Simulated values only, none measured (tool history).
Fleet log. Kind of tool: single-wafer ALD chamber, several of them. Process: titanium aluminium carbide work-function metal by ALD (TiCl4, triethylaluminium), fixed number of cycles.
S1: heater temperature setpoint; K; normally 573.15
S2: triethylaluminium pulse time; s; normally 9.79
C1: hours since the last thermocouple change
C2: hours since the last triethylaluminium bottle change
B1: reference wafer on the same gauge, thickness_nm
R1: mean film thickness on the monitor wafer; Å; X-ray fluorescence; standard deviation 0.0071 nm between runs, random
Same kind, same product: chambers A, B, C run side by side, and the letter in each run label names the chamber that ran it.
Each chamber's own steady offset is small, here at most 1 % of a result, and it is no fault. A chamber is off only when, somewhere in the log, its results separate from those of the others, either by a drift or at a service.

run,hour,S1,S2,C1,C2,B1,R1
# hour 8.8: chamber B: triethylaluminium bottle replaced
1A,9.5,573.15,9.79,132.2,979.6,2.0416,19.868
2B,21.6,573.15,9.79,2452.7,12.8,2.0412,20.044
3C,34.7,573.15,9.79,289.6,294.6,2.0394,19.852
4B,43.5,573.15,9.79,2474.6,34.7,2.0408,20.117
5A,54.8,580.15,13.1,177.5,1024.9,2.0392,20.905
6C,67.2,580.15,13.1,322.1,327.1,2.041,20.897
7A,77.2,580.15,13.1,199.9,1047.3,2.0397,21.001
8B,88.7,573.15,9.79,2519.8,79.9,2.0387,20.157
9C,101.1,564.15,9.79,356,361,2.0404,19.059
10A,111,564.15,9.79,233.7,1081.1,2.0411,19.107
11B,121.5,564.15,9.79,2552.6,112.7,2.0423,19.376
12C,129.2,573.15,9.79,384.1,389.1,2.0394,19.761
13B,141.5,559.15,9.79,2572.6,132.7,2.0421,18.874
14C,150,559.15,9.79,404.9,409.9,2.0399,18.597
15A,163.9,559.15,9.79,286.6,1134,2.0401,18.549
16B,177.6,573.15,9.79,2608.7,168.8,2.0406,20.175
17A,186.5,573.15,9.79,309.2,1156.6,2.0408,19.756
18C,197.4,562.15,8.56,452.3,457.3,2.0407,18.37
19A,207.4,562.15,8.56,330.1,1177.5,2.0395,18.425
20C,220.3,562.15,8.56,475.2,480.2,2.0416,18.43
21B,229.8,573.15,5.97,2660.9,221,2.0395,18.006
22B,238.9,573.15,5.97,2670,230.1,2.0402,18.083
23A,248.6,573.15,5.97,371.3,1218.7,2.0403,18.013
# hour 258.6: chamber B: thermocouple changed; heater temperature recalibrated
24C,258.8,573.15,9.79,513.7,518.7,2.0404,19.745
25A,272,573.15,9.79,394.7,1242.1,2.0411,19.807
# hour 273.6: chamber A: triethylaluminium bottle replaced
26C,283.6,573.15,9.79,538.5,543.5,2.0398,19.819
27B,297.7,573.15,9.79,39.2,288.9,2.0384,20.102
28A,304.4,573.15,9.79,427.1,30.8,2.0403,19.773
29B,319,573.15,9.79,60.5,310.2,2.0399,20.023
30C,327.6,573.15,9.79,582.5,587.5,2.0411,19.83
31A,339.5,573.15,9.79,462.2,65.9,2.0377,19.771
32C,351,573.15,9.79,605.9,610.9,2.0378,19.822
33B,361.8,573.15,9.79,103.3,353,2.0391,20.237

Read the log: is a single chamber off, either drifting away or since a service, is the gauge that measures every chamber drifting, or is nothing wrong beyond small per-chamber offsets? Name any odd chamber and what most likely caused it.

All chambers stay in line apart from their small fixed offsets, and the gauge does not drift.
